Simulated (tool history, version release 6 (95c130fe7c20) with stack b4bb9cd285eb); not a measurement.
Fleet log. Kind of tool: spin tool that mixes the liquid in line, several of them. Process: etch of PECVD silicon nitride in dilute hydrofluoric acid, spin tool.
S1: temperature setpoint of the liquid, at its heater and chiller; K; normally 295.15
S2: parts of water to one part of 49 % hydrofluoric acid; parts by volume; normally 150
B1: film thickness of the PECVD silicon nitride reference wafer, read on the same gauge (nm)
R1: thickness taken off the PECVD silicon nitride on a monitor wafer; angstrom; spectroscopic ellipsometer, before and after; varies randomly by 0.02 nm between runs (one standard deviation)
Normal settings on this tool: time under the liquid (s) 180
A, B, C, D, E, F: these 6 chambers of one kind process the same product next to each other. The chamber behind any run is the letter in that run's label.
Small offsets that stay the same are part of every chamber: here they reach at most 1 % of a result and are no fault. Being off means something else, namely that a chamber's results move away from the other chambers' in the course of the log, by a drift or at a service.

{"run": "1B", "hour": 6.8, "S1": 295.15, "S2": 150, "time under the liquid (s)": 180, "B1": 90.008, "R1": 19.675}
{"run": "2E", "hour": 16.3, "S1": 295.15, "S2": 150, "time under the liquid (s)": 180, "B1": 89.991, "R1": 19.923}
{"run": "3C", "hour": 25.1, "S1": 295.15, "S2": 150, "time under the liquid (s)": 180, "B1": 90.004, "R1": 20.004}
{"run": "4A", "hour": 32.2, "S1": 295.15, "S2": 150, "time under the liquid (s)": 180, "B1": 90.031, "R1": 19.446}
{"run": "5F", "hour": 44.1, "S1": 295.15, "S2": 150, "time under the liquid (s)": 180, "B1": 89.975, "R1": 19.57}
{"run": "6D", "hour": 56.5, "S1": 295.15, "S2": 150, "time under the liquid (s)": 180, "B1": 90.047, "R1": 19.505}
{"run": "7A", "hour": 69.7, "S1": 295.15, "S2": 150, "time under the liquid (s)": 180, "B1": 90.005, "R1": 19.555}
{"hour": 81.3, "done": "chamber F: thermometer replaced"}
{"run": "8F", "hour": 83.2, "S1": 295.15, "S2": 150, "time under the liquid (s)": 180, "B1": 90.006, "R1": 19.501}
{"run": "9B", "hour": 92.3, "S1": 295.15, "S2": 150, "time under the liquid (s)": 180, "B1": 89.996, "R1": 19.871}
{"run": "10D", "hour": 102.9, "S1": 295.15, "S2": 150, "time under the liquid (s)": 180, "B1": 90.012, "R1": 19.637}
{"run": "11C", "hour": 115.7, "S1": 295.15, "S2": 150, "time under the liquid (s)": 180, "B1": 90.004, "R1": 19.26}
{"run": "12E", "hour": 123.3, "S1": 295.15, "S2": 150, "time under the liquid (s)": 180, "B1": 90.002, "R1": 19.43}
{"run": "13E", "hour": 131.9, "S1": 295.15, "S2": 150, "time under the liquid (s)": 180, "B1": 89.997, "R1": 19.858}
{"run": "14A", "hour": 146.5, "S1": 295.15, "S2": 150, "time under the liquid (s)": 180, "B1": 89.991, "R1": 19.75}
{"run": "15F", "hour": 153.7, "S1": 295.15, "S2": 150, "time under the liquid (s)": 180, "B1": 90.022, "R1": 19.71}
{"run": "16C", "hour": 167.2, "S1": 295.15, "S2": 150, "time under the liquid (s)": 180, "B1": 89.991, "R1": 19.462}
{"run": "17B", "hour": 179.0, "S1": 295.15, "S2": 150, "time under the liquid (s)": 180, "B1": 90.031, "R1": 19.701}
{"run": "18D", "hour": 191.3, "S1": 295.15, "S2": 150, "time under the liquid (s)": 180, "B1": 89.999, "R1": 19.874}
{"run": "19A", "hour": 198.6, "S1": 295.15, "S2": 100, "time under the liquid (s)": 100, "B1": 90.01, "R1": 16.478}
{"run": "20B", "hour": 206.1, "S1": 295.15, "S2": 100, "time under the liquid (s)": 100, "B1": 89.978, "R1": 16.334}
{"run": "21D", "hour": 220.8, "S1": 295.15, "S2": 100, "time under the liquid (s)": 100, "B1": 90.016, "R1": 16.291}
{"run": "22E", "hour": 227.5, "S1": 295.15, "S2": 100, "time under the liquid (s)": 100, "B1": 90.017, "R1": 16.172}
{"run": "23C", "hour": 234.4, "S1": 295.15, "S2": 100, "time under the liquid (s)": 100, "B1": 90.024, "R1": 16.31}
{"run": "24F", "hour": 245.1, "S1": 295.15, "S2": 100, "time under the liquid (s)": 100, "B1": 90.023, "R1": 16.502}
{"run": "25B", "hour": 255.6, "S1": 295.15, "S2": 150, "time under the liquid (s)": 180, "B1": 89.992, "R1": 19.211}
{"run": "26F", "hour": 265.5, "S1": 295.15, "S2": 150, "time under the liquid (s)": 180, "B1": 90.009, "R1": 19.713}
{"run": "27A", "hour": 280.3, "S1": 295.15, "S2": 150, "time under the liquid (s)": 180, "B1": 90.001, "R1": 19.744}
{"run": "28E", "hour": 290.9, "S1": 295.15, "S2": 150, "time under the liquid (s)": 180, "B1": 90.009, "R1": 19.886}
{"run": "29D", "hour": 305.8, "S1": 295.15, "S2": 150, "time under the liquid (s)": 180, "B1": 90.023, "R1": 19.592}
{"run": "30C", "hour": 320.4, "S1": 295.15, "S2": 150, "time under the liquid (s)": 180, "B1": 89.982, "R1": 19.651}
{"run": "31A", "hour": 327.6, "S1": 295.15, "S2": 150, "time under the liquid (s)": 180, "B1": 90.003, "R1": 19.76}
{"run": "32F", "hour": 342.8, "S1": 295.15, "S2": 150, "time under the liquid (s)": 180, "B1": 90.026, "R1": 19.899}
{"run": "33E", "hour": 354.3, "S1": 295.15, "S2": 150, "time under the liquid (s)": 180, "B1": 90.017, "R1": 19.964}
{"hour": 356.9, "done": "chamber A: thermometer replaced"}
{"run": "34C", "hour": 367.2, "S1": 295.15, "S2": 150, "time under the liquid (s)": 180, "B1": 89.962, "R1": 19.259}
{"run": "35B", "hour": 377.4, "S1": 295.15, "S2": 150, "time under the liquid (s)": 180, "B1": 90.03, "R1": 18.497}
{"run": "36D", "hour": 390.3, "S1": 295.15, "S2": 150, "time under the liquid (s)": 180, "B1": 89.98, "R1": 19.716}
{"run": "37E", "hour": 404.1, "S1": 295.15, "S2": 150, "time under the liquid (s)": 180, "B1": 90.003, "R1": 19.661}
{"run": "38A", "hour": 418.1, "S1": 295.15, "S2": 150, "time under the liquid (s)": 180, "B1": 90.019, "R1": 19.681}
{"run": "39C", "hour": 430.1, "S1": 295.15, "S2": 150, "time under the liquid (s)": 180, "B1": 90.007, "R1": 19.475}
{"run": "40F", "hour": 439.4, "S1": 295.15, "S2": 150, "time under the liquid (s)": 180, "B1": 90.02, "R1": 19.765}
{"run": "41D", "hour": 451.9, "S1": 295.15, "S2": 150, "time under the liquid (s)": 180, "B1": 90.005, "R1": 19.5}
{"run": "42B", "hour": 463.9, "S1": 295.15, "S2": 150, "time under the liquid (s)": 215, "B1": 90.001, "R1": 22.034}

Is one chamber out of step, is the gauge drifting, or do the chambers differ by no more than their own small offsets? For an off chamber, give its letter and the likeliest cause.

One chamber, B, drifts off from the rest bit by bit.
Most likely cause: hydrofluoric acid flow below the setpoint (%) = 6.16.
The log may not tell that from: liquid colder than its thermometer reads (K).

Chamber B could run next with any of the 4 candidate recipes listed below; each alters the usual settings, and their results appear as question marks. Which one brings its results back in line with what the other chambers deliver on the usual settings?
Counts as in line when no further than this from what the other chambers average on the usual settings: R1 0.7 angstrom
{"run": "43B-1", "hour": 474.9, "S1": 294.65, "S2": 165, "time under the liquid (s)": 180, "R1": "?"}
{"run": "43B-2", "hour": 474.9, "S1": 295.65, "S2": 145, "time under the liquid (s)": 190, "R1": "?"}
{"run": "43B-3", "hour": 474.9, "S1": 295.15, "S2": 155, "time under the liquid (s)": 175, "R1": "?"}
{"run": "43B-4", "hour": 474.9, "S1": 295.15, "S2": 150, "time under the liquid (s)": 190, "R1": "?"}

Average result of the remaining chambers running the usual settings: R1 19.66 angstrom
run=43B-1 R1=16.199
run=43B-2 R1=20.731
run=43B-3 R1=17.303
run=43B-4 R1=19.41
43B-4 brings the chamber back in line.

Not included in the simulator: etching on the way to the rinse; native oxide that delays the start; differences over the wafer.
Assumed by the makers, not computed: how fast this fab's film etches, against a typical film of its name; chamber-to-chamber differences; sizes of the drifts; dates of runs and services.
